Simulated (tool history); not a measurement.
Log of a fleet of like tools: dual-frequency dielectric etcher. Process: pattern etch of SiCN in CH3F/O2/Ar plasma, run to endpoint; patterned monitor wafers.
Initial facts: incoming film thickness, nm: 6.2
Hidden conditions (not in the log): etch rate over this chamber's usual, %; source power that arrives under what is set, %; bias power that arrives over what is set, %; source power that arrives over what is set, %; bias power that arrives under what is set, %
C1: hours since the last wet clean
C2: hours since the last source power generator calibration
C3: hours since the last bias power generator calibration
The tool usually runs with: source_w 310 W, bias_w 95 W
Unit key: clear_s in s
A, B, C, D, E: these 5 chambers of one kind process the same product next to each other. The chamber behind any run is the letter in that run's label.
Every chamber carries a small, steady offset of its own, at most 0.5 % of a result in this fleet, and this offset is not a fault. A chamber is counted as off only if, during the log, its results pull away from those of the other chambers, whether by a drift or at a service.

run 1D hour=10.6 | source_w=310 bias_w=95 | C1=327.6 C2=229.1 C3=3340.5 | clear_s=16.506
run 2C hour=21.0 | source_w=310 bias_w=95 | C1=238.0 C2=2534.7 C3=495.6 | clear_s=16.303
run 3E hour=27.7 | source_w=310 bias_w=95 | C1=171.3 C2=218.9 C3=1424.8 | clear_s=16.379
run 4B hour=37.1 | source_w=310 bias_w=95 | C1=244.7 C2=542.4 C3=631.3 | clear_s=16.464
run 5A hour=42.8 | source_w=310 bias_w=95 | C1=275.0 C2=1402.3 C3=2709.1 | clear_s=16.532
run 6B hour=52.8 | source_w=310 bias_w=95 | C1=260.4 C2=558.1 C3=647.0 | clear_s=16.648
run 7E hour=61.7 | source_w=310 bias_w=95 | C1=205.3 C2=252.9 C3=1458.8 | clear_s=16.318
run 8D hour=69.9 | source_w=390 bias_w=73 | C1=386.9 C2=288.4 C3=3399.8 | clear_s=16.530
run 9A hour=76.9 | source_w=390 bias_w=73 | C1=309.1 C2=1436.4 C3=2743.2 | clear_s=16.785
run 10C hour=82.9 | source_w=390 bias_w=73 | C1=299.9 C2=2596.6 C3=557.5 | clear_s=16.748
run 11E hour=95.8 | source_w=390 bias_w=73 | C1=239.4 C2=287.0 C3=1492.9 | clear_s=16.599
run 12B hour=101.8 | source_w=390 bias_w=73 | C1=309.4 C2=607.1 C3=696.0 | clear_s=16.589
run 13D hour=114.8 | source_w=310 bias_w=95 | C1=431.8 C2=333.3 C3=3444.7 | clear_s=16.500
run 14A hour=127.2 | source_w=370 bias_w=112 | C1=359.4 C2=1486.7 C3=2793.5 | clear_s=14.550
run 15C hour=139.9 | source_w=370 bias_w=112 | C1=356.9 C2=2653.6 C3=614.5 | clear_s=14.413
run 16A hour=150.2 | source_w=370 bias_w=112 | C1=382.4 C2=1509.7 C3=2816.5 | clear_s=14.355
-- hour=155.9 chamber C: wet clean of the chamber
run 17C hour=162.1 | source_w=370 bias_w=112 | C1=6.3 C2=2675.8 C3=636.7 | clear_s=14.503
run 18E hour=169.9 | source_w=370 bias_w=112 | C1=313.5 C2=361.1 C3=1567.0 | clear_s=14.305
run 19D hour=175.8 | source_w=310 bias_w=95 | C1=492.8 C2=394.3 C3=3505.7 | clear_s=16.483
run 20B hour=187.4 | source_w=310 bias_w=95 | C1=395.0 C2=692.7 C3=781.6 | clear_s=16.401
run 21D hour=193.3 | source_w=310 bias_w=95 | C1=510.3 C2=411.8 C3=3523.2 | clear_s=16.440
-- hour=201.1 chamber D: bias power generator calibrated
run 22A hour=204.3 | source_w=310 bias_w=95 | C1=436.5 C2=1563.8 C3=2870.6 | clear_s=16.272
run 23B hour=215.3 | source_w=310 bias_w=95 | C1=422.9 C2=720.6 C3=809.5 | clear_s=16.329
-- hour=216.9 chamber B: wet clean of the chamber
run 24C hour=221.8 | source_w=280 bias_w=112 | C1=66.0 C2=2735.5 C3=696.4 | clear_s=15.933
run 25E hour=227.7 | source_w=280 bias_w=112 | C1=371.3 C2=418.9 C3=1624.8 | clear_s=15.734
run 26A hour=237.3 | source_w=280 bias_w=112 | C1=469.5 C2=1596.8 C3=2903.6 | clear_s=15.948
run 27E hour=249.3 | source_w=280 bias_w=112 | C1=392.9 C2=440.5 C3=1646.4 | clear_s=15.931
run 28B hour=262.2 | source_w=280 bias_w=112 | C1=45.4 C2=767.5 C3=856.4 | clear_s=16.125
run 29C hour=273.6 | source_w=310 bias_w=95 | C1=117.8 C2=2787.3 C3=748.2 | clear_s=16.425
run 30D hour=283.3 | source_w=310 bias_w=95 | C1=600.3 C2=501.8 C3=82.2 | clear_s=16.376
run 31A hour=292.7 | source_w=310 bias_w=95 | C1=524.9 C2=1652.2 C3=2959.0 | clear_s=16.399
run 32D hour=300.3 | source_w=310 bias_w=95 | C1=617.3 C2=518.8 C3=99.2 | clear_s=16.441
run 33C hour=309.2 | source_w=310 bias_w=95 | C1=153.4 C2=2822.9 C3=783.8 | clear_s=16.433
run 34B hour=317.1 | source_w=310 bias_w=95 | C1=100.3 C2=822.4 C3=911.3 | clear_s=16.337

Each of the 5 chambers runs these same settings next. Fill in every chamber's results:
run 35A hour=326.4 | source_w=310 bias_w=111 | clear_s=?
run 35B hour=326.4 | source_w=310 bias_w=111 | clear_s=?
run 35C hour=326.4 | source_w=310 bias_w=111 | clear_s=?
run 35D hour=326.4 | source_w=310 bias_w=111 | clear_s=?
run 35E hour=326.4 | source_w=310 bias_w=111 | clear_s=?

run=35A clear_s=15.559
run=35B clear_s=15.344
run=35C clear_s=15.469
run=35D clear_s=15.253
run=35E clear_s=15.401
